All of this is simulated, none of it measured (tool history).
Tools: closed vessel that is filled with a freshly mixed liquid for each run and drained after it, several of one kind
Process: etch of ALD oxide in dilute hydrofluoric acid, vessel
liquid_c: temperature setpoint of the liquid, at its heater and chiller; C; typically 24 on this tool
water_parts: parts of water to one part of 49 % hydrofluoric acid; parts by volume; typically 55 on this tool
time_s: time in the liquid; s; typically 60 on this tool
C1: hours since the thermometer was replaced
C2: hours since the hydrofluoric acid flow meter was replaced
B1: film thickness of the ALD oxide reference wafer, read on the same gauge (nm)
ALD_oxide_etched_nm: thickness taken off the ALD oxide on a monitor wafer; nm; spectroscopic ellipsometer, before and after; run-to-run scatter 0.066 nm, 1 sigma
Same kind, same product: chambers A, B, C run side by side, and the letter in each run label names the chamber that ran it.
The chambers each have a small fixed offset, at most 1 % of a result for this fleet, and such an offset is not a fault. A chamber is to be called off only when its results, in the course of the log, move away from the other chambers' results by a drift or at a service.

Run 1C, day 0.271: usual settings; C1 662.5; C2 1012.2; B1 120.02. Result: ALD_oxide_etched_nm 18.882 nm.
Run 2A, day 0.458: usual settings; C1 134; C2 599.3; B1 120.01. Result: ALD_oxide_etched_nm 18.848 nm.
Run 3B, day 0.738: usual settings; C1 822.3; C2 1259.2; B1 120.02. Result: ALD_oxide_etched_nm 18.664 nm.
Run 4C, day 1.017: usual settings; C1 680.4; C2 1030.1; B1 120.01. Result: ALD_oxide_etched_nm 18.762 nm.
Run 5B, day 1.188: usual settings; C1 833.1; C2 1270; B1 119.98. Result: ALD_oxide_etched_nm 18.67 nm.
Run 6A, day 1.454: usual settings; C1 157.9; C2 623.2; B1 120. Result: ALD_oxide_etched_nm 18.861 nm.
Run 7B, day 1.612: usual settings; C1 843.3; C2 1280.2; B1 119.98. Result: ALD_oxide_etched_nm 18.637 nm.
Run 8A, day 1.762: usual settings; C1 165.3; C2 630.6; B1 119.99. Result: ALD_oxide_etched_nm 18.816 nm.
Run 9C, day 2.008: usual settings; C1 704.2; C2 1053.9; B1 119.95. Result: ALD_oxide_etched_nm 18.806 nm.
Run 10A, day 2.175: usual settings but liquid_c 21 C, time_s 90 s; C1 175.2; C2 640.5; B1 119.99. Result: ALD_oxide_etched_nm 25.02 nm.
Run 11B, day 2.425: usual settings but liquid_c 21 C, time_s 90 s; C1 862.8; C2 1299.7; B1 119.98. Result: ALD_oxide_etched_nm 24.787 nm.
Run 12C, day 2.712: usual settings but liquid_c 21 C, time_s 90 s; C1 721.1; C2 1070.8; B1 120.03. Result: ALD_oxide_etched_nm 24.804 nm.
Run 13A, day 2.975: usual settings; C1 194.4; C2 659.7; B1 120.01. Result: ALD_oxide_etched_nm 18.943 nm.
Run 14C, day 3.133: usual settings; C1 731.2; C2 1080.9; B1 120.04. Result: ALD_oxide_etched_nm 18.835 nm.
Run 15B, day 3.408: usual settings; C1 886.4; C2 1323.3; B1 119.97. Result: ALD_oxide_etched_nm 18.598 nm.
Run 16B, day 3.696: usual settings; C1 893.3; C2 1330.2; B1 120. Result: ALD_oxide_etched_nm 18.606 nm.
Run 17A, day 3.925: usual settings but liquid_c 22 C; C1 217.2; C2 682.5; B1 119.99. Result: ALD_oxide_etched_nm 17.366 nm.
Run 18C, day 4.146: usual settings but liquid_c 22 C; C1 755.5; C2 1105.2; B1 119.97. Result: ALD_oxide_etched_nm 17.388 nm.
Run 19C, day 4.308: usual settings but liquid_c 22 C; C1 759.4; C2 1109.1; B1 119.99. Result: ALD_oxide_etched_nm 17.457 nm.
Run 20B, day 4.533: usual settings but water_parts 65 parts by volume, time_s 50 s; C1 913.4; C2 1350.3; B1 120.01. Result: ALD_oxide_etched_nm 12.972 nm.

Predict what each chamber gives when all 3 of them run the settings below next.
Run 21A, day 4.762: usual settings but time_s 90 s. Result: ALD_oxide_etched_nm ?.
Run 21B, day 4.762: usual settings but time_s 90 s. Result: ALD_oxide_etched_nm ?.
Run 21C, day 4.762: usual settings but time_s 90 s. Result: ALD_oxide_etched_nm ?.

run  ALD_oxide_etched_nm
21A               28.251
21B                27.94
21C               28.196
